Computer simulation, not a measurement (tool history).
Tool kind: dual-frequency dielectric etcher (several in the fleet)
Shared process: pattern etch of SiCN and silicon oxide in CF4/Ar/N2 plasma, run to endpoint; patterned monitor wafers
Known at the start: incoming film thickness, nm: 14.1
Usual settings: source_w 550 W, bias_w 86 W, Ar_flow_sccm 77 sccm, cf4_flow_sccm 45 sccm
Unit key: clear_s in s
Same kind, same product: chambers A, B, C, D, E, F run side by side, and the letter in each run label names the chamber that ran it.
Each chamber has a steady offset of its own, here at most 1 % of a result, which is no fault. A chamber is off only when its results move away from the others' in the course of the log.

{"day": 0.112, "done": "chamber E: wet clean of the chamber"}
{"run": "1B", "day": 0.638, "source_w": 550, "bias_w": 86, "Ar_flow_sccm": 77, "cf4_flow_sccm": 45, "clear_s": 13.301}
{"day": 0.842, "done": "chamber A: CF4 flow controller replaced"}
{"run": "2D", "day": 1.233, "source_w": 550, "bias_w": 86, "Ar_flow_sccm": 77, "cf4_flow_sccm": 45, "clear_s": 13.277}
{"run": "3C", "day": 1.546, "source_w": 550, "bias_w": 86, "Ar_flow_sccm": 77, "cf4_flow_sccm": 45, "clear_s": 13.341}
{"run": "4A", "day": 1.862, "source_w": 550, "bias_w": 86, "Ar_flow_sccm": 77, "cf4_flow_sccm": 45, "clear_s": 13.311}
{"run": "5F", "day": 2.425, "source_w": 550, "bias_w": 86, "Ar_flow_sccm": 77, "cf4_flow_sccm": 45, "clear_s": 13.295}
{"day": 2.742, "done": "chamber B: source power generator calibrated"}
{"run": "6E", "day": 2.754, "source_w": 550, "bias_w": 86, "Ar_flow_sccm": 77, "cf4_flow_sccm": 45, "clear_s": 13.26}
{"run": "7F", "day": 3.283, "source_w": 550, "bias_w": 107, "Ar_flow_sccm": 77, "cf4_flow_sccm": 45, "clear_s": 12.275}
{"run": "8C", "day": 3.617, "source_w": 550, "bias_w": 107, "Ar_flow_sccm": 77, "cf4_flow_sccm": 45, "clear_s": 12.299}
{"day": 3.792, "done": "chamber A: Ar flow controller replaced"}
{"run": "9E", "day": 4.117, "source_w": 550, "bias_w": 107, "Ar_flow_sccm": 77, "cf4_flow_sccm": 45, "clear_s": 12.336}
{"day": 4.138, "done": "chamber C: wet clean of the chamber"}
{"run": "10B", "day": 4.458, "source_w": 550, "bias_w": 107, "Ar_flow_sccm": 77, "cf4_flow_sccm": 45, "clear_s": 12.317}
{"run": "11D", "day": 4.9, "source_w": 550, "bias_w": 107, "Ar_flow_sccm": 77, "cf4_flow_sccm": 45, "clear_s": 12.32}
{"run": "12A", "day": 5.392, "source_w": 550, "bias_w": 107, "Ar_flow_sccm": 77, "cf4_flow_sccm": 45, "clear_s": 12.281}
{"run": "13E", "day": 5.917, "source_w": 550, "bias_w": 86, "Ar_flow_sccm": 77, "cf4_flow_sccm": 45, "clear_s": 13.333}
{"run": "14B", "day": 6.267, "source_w": 550, "bias_w": 65, "Ar_flow_sccm": 77, "cf4_flow_sccm": 38, "clear_s": 15.008}
{"day": 6.458, "done": "chamber B: wet clean of the chamber"}
{"run": "15D", "day": 6.679, "source_w": 550, "bias_w": 65, "Ar_flow_sccm": 77, "cf4_flow_sccm": 38, "clear_s": 15.096}
{"run": "16F", "day": 7.179, "source_w": 550, "bias_w": 65, "Ar_flow_sccm": 77, "cf4_flow_sccm": 38, "clear_s": 15.026}
{"day": 7.321, "done": "chamber D: wet clean of the chamber"}
{"run": "17C", "day": 7.475, "source_w": 550, "bias_w": 65, "Ar_flow_sccm": 77, "cf4_flow_sccm": 38, "clear_s": 15.127}
{"run": "18A", "day": 7.962, "source_w": 550, "bias_w": 65, "Ar_flow_sccm": 77, "cf4_flow_sccm": 38, "clear_s": 15.182}
{"run": "19F", "day": 8.525, "source_w": 550, "bias_w": 65, "Ar_flow_sccm": 77, "cf4_flow_sccm": 38, "clear_s": 15.025}
{"run": "20C", "day": 9.029, "source_w": 550, "bias_w": 86, "Ar_flow_sccm": 77, "cf4_flow_sccm": 45, "clear_s": 13.379}
{"run": "21E", "day": 9.45, "source_w": 550, "bias_w": 86, "Ar_flow_sccm": 77, "cf4_flow_sccm": 45, "clear_s": 13.267}
{"run": "22A", "day": 9.779, "source_w": 550, "bias_w": 86, "Ar_flow_sccm": 77, "cf4_flow_sccm": 45, "clear_s": 13.282}
{"run": "23B", "day": 10.262, "source_w": 550, "bias_w": 86, "Ar_flow_sccm": 77, "cf4_flow_sccm": 45, "clear_s": 13.213}
{"run": "24D", "day": 10.654, "source_w": 550, "bias_w": 86, "Ar_flow_sccm": 77, "cf4_flow_sccm": 45, "clear_s": 13.791}
{"run": "25E", "day": 10.942, "source_w": 550, "bias_w": 86, "Ar_flow_sccm": 77, "cf4_flow_sccm": 45, "clear_s": 13.229}
{"run": "26D", "day": 11.404, "source_w": 550, "bias_w": 86, "Ar_flow_sccm": 77, "cf4_flow_sccm": 45, "clear_s": 13.823}
{"day": 11.775, "done": "chamber A: wet clean of the chamber"}
{"run": "27A", "day": 11.971, "source_w": 550, "bias_w": 86, "Ar_flow_sccm": 77, "cf4_flow_sccm": 45, "clear_s": 13.269}
{"run": "28C", "day": 12.333, "source_w": 550, "bias_w": 86, "Ar_flow_sccm": 77, "cf4_flow_sccm": 45, "clear_s": 13.303}
{"run": "29B", "day": 12.679, "source_w": 550, "bias_w": 86, "Ar_flow_sccm": 77, "cf4_flow_sccm": 45, "clear_s": 13.248}
{"run": "30F", "day": 12.975, "source_w": 550, "bias_w": 86, "Ar_flow_sccm": 77, "cf4_flow_sccm": 45, "clear_s": 13.278}
{"run": "31D", "day": 13.379, "source_w": 550, "bias_w": 86, "Ar_flow_sccm": 77, "cf4_flow_sccm": 45, "clear_s": 13.691}
{"run": "32F", "day": 13.8, "source_w": 550, "bias_w": 86, "Ar_flow_sccm": 77, "cf4_flow_sccm": 45, "clear_s": 13.188}
{"run": "33B", "day": 14.1, "source_w": 550, "bias_w": 86, "Ar_flow_sccm": 77, "cf4_flow_sccm": 45, "clear_s": 13.253}
{"run": "34C", "day": 14.583, "source_w": 550, "bias_w": 86, "Ar_flow_sccm": 77, "cf4_flow_sccm": 45, "clear_s": 13.304}
{"day": 14.729, "done": "chamber E: wet clean of the chamber"}
{"run": "35A", "day": 15.062, "source_w": 550, "bias_w": 86, "Ar_flow_sccm": 77, "cf4_flow_sccm": 45, "clear_s": 13.239}
{"run": "36E", "day": 15.383, "source_w": 550, "bias_w": 86, "Ar_flow_sccm": 64, "cf4_flow_sccm": 40, "clear_s": 13.138}

Read the log: is a single chamber off, either drifting away or since a service, is the gauge that measures every chamber drifting, or is nothing wrong beyond small per-chamber offsets? Name any odd chamber and what most likely caused it.

Chamber D came out of a service off from its peers and stayed that way.
Likeliest cause: etch rate under this chamber's usual, % = 3.15.

Here are 4 candidates for chamber D's next run, each the usual settings with a change, their results left as question marks. Which one brings its results back in line with what the others give on the usual settings?
Allowed miss from the other chambers' usual-settings mean, per result, to count as in line: clear_s 0.160 s
{"run": "37D-1", "day": 15.85, "source_w": 570, "bias_w": 87, "Ar_flow_sccm": 77, "cf4_flow_sccm": 45, "clear_s": "?"}
{"run": "37D-2", "day": 15.85, "source_w": 530, "bias_w": 85, "Ar_flow_sccm": 77, "cf4_flow_sccm": 45, "clear_s": "?"}
{"run": "37D-3", "day": 15.85, "source_w": 520, "bias_w": 84, "Ar_flow_sccm": 77, "cf4_flow_sccm": 45, "clear_s": "?"}
{"run": "37D-4", "day": 15.85, "source_w": 550, "bias_w": 98, "Ar_flow_sccm": 77, "cf4_flow_sccm": 47, "clear_s": "?"}

Usual-settings mean across the other chambers: clear_s 13.295 s
run=37D-1 clear_s=13.239
run=37D-2 clear_s=14.236
run=37D-3 clear_s=14.539
run=37D-4 clear_s=13.020
The right change is 37D-1: it brings the chamber back within the allowed miss of the others.
